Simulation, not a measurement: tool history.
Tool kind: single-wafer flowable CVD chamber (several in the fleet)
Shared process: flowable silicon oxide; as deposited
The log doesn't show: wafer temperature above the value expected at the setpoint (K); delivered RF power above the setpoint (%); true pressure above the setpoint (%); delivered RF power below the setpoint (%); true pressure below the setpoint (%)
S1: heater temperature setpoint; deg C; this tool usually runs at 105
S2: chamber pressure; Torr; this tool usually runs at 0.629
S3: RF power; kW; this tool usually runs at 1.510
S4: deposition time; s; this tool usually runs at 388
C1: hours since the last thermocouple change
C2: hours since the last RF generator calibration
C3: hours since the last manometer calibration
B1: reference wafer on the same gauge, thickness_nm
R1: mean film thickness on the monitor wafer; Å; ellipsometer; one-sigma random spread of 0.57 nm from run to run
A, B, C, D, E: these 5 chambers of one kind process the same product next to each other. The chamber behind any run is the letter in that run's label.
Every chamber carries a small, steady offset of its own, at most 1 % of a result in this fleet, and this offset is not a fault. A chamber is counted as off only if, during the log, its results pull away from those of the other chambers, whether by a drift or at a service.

Run 1E, day 0.179: usual settings; C1 1255.5; C2 144.5; C3 1308.5; B1 120.09. Result: R1 1355.9 Å.
Run 2D, day 0.417: usual settings; C1 602.3; C2 785.1; C3 536.1; B1 120.02. Result: R1 1355.4 Å.
Run 3B, day 0.729: usual settings; C1 542.9; C2 631.8; C3 353.4; B1 119.92. Result: R1 1350.3 Å.
Run 4A, day 1.021: usual settings; C1 872.0; C2 366.3; C3 1346.0; B1 120.10. Result: R1 1333.0 Å.
Run 5C, day 1.167: usual settings; C1 460.4; C2 617.7; C3 141.1; B1 120.03. Result: R1 1325.1 Å.
Run 6D, day 1.346: usual settings but S1 111 deg C, S3 1.710 kW; C1 624.6; C2 807.4; C3 558.4; B1 120.02. Result: R1 1136.1 Å.
Run 7B, day 1.600: usual settings but S1 111 deg C, S3 1.710 kW; C1 563.8; C2 652.7; C3 374.3; B1 120.05. Result: R1 1143.5 Å.
Run 8C, day 1.762: usual settings but S1 111 deg C, S3 1.710 kW; C1 474.7; C2 632.0; C3 155.4; B1 120.09. Result: R1 1131.3 Å.
Run 9E, day 1.971: usual settings but S1 111 deg C, S3 1.710 kW; C1 1298.5; C2 187.5; C3 1351.5; B1 120.08. Result: R1 1147.5 Å.
Run 10A, day 2.121: usual settings but S1 111 deg C, S3 1.710 kW; C1 898.4; C2 392.7; C3 1372.4; B1 119.97. Result: R1 1145.9 Å.
Run 11B, day 2.258: usual settings; C1 579.6; C2 668.5; C3 390.1; B1 120.11. Result: R1 1352.8 Å.
Run 12A, day 2.450: usual settings; C1 906.3; C2 400.6; C3 1380.3; B1 119.92. Result: R1 1346.2 Å.
Run 13D, day 2.592: usual settings; C1 654.5; C2 837.3; C3 588.3; B1 120.08. Result: R1 1342.1 Å.
Run 14E, day 2.842: usual settings; C1 1319.4; C2 208.4; C3 1372.4; B1 119.92. Result: R1 1332.9 Å.
Run 15C, day 3.083: usual settings but S2 0.765 Torr; C1 506.4; C2 663.7; C3 187.1; B1 120.04. Result: R1 1724.7 Å.
Run 16E, day 3.362: usual settings but S2 0.765 Torr; C1 1331.9; C2 220.9; C3 1384.9; B1 120.04. Result: R1 1708.4 Å.
Run 17C, day 3.542: usual settings but S2 0.765 Torr; C1 517.4; C2 674.7; C3 198.1; B1 119.98. Result: R1 1735.2 Å.
Run 18B, day 3.725: usual settings but S2 0.765 Torr; C1 614.8; C2 703.7; C3 425.3; B1 119.95. Result: R1 1764.1 Å.
Run 19A, day 4.021: usual settings but S2 0.765 Torr; C1 944.0; C2 438.3; C3 1418.0; B1 119.84. Result: R1 1748.1 Å.
Run 20D, day 4.254: usual settings; C1 694.4; C2 877.2; C3 628.2; B1 120.03. Result: R1 1352.4 Å.
Run 21D, day 4.533: usual settings; C1 701.1; C2 883.9; C3 634.9; B1 119.90. Result: R1 1348.5 Å.
At day 4.646: chamber A: thermocouple changed; heater temperature recalibrated.
Run 22C, day 4.808: usual settings; C1 547.8; C2 705.1; C3 228.5; B1 119.94. Result: R1 1322.2 Å.
Run 23A, day 5.071: usual settings; C1 10.3; C2 463.5; C3 1443.2; B1 120.04. Result: R1 1347.2 Å.
Run 24E, day 5.242: usual settings; C1 1377.0; C2 266.0; C3 1430.0; B1 119.94. Result: R1 1311.7 Å.
Run 25B, day 5.512: usual settings; C1 657.7; C2 746.6; C3 468.2; B1 120.06. Result: R1 1350.7 Å.
Run 26B, day 5.675: usual settings; C1 661.6; C2 750.5; C3 472.1; B1 119.95. Result: R1 1351.4 Å.
Run 27C, day 5.975: usual settings but S4 413 s; C1 575.8; C2 733.1; C3 256.5; B1 119.92. Result: R1 1413.3 Å.
Run 28A, day 6.146: usual settings but S4 413 s; C1 36.1; C2 489.3; C3 1469.0; B1 120.04. Result: R1 1439.6 Å.
Run 29E, day 6.408: usual settings but S4 413 s; C1 1405.0; C2 294.0; C3 1458.0; B1 120.03. Result: R1 1385.7 Å.
Run 30D, day 6.617: usual settings but S4 413 s; C1 751.1; C2 933.9; C3 684.9; B1 120.14. Result: R1 1444.0 Å.
Run 31A, day 6.812: usual settings but S4 413 s; C1 52.1; C2 505.3; C3 1485.0; B1 120.00. Result: R1 1428.4 Å.
Run 32C, day 7.000: usual settings but S1 95 deg C; C1 600.4; C2 757.7; C3 281.1; B1 119.92. Result: R1 1842.5 Å.

Decide between three cases: one chamber stands off from its peers, the gauge reading all wafers drifts, or nothing is wrong past each chamber's small offset. Where a chamber is off, say which and what most likely put it there.

One chamber, E, drifts off from the rest bit by bit.
Most likely cause: true pressure below the setpoint (%) = 3.06.
With only this log, it may be confused with: wafer temperature above the value expected at the setpoint (K).

Chamber E could run next with any of the 4 candidate recipes listed below; each alters the usual settings, and their results appear as question marks. Which one brings its results back in line with what the other chambers deliver on the usual settings?
Allowed miss from the other chambers' usual-settings mean, per result, to count as in line: R1 20.0 Å
Run 33E-1, day 7.221: usual settings but S1 104 deg C, S4 390 s. Result: R1 ?.
Run 33E-2, day 7.221: usual settings but S1 104 deg C, S2 0.640 Torr, S3 1.515 kW, S4 391 s. Result: R1 ?.
Run 33E-3, day 7.221: usual settings but S1 106 deg C, S2 0.618 Torr, S3 1.505 kW, S4 385 s. Result: R1 ?.
Run 33E-4, day 7.221: usual settings but S1 106 deg C, S2 0.625 Torr, S4 387 s. Result: R1 ?.

The mean the other chambers reach with the usual settings: R1 1342.7 Å
  run      R1
33E-1  1337.8
33E-2  1374.9
33E-3  1204.6
33E-4  1231.4
With 33E-1, the chamber falls back in line with the rest.

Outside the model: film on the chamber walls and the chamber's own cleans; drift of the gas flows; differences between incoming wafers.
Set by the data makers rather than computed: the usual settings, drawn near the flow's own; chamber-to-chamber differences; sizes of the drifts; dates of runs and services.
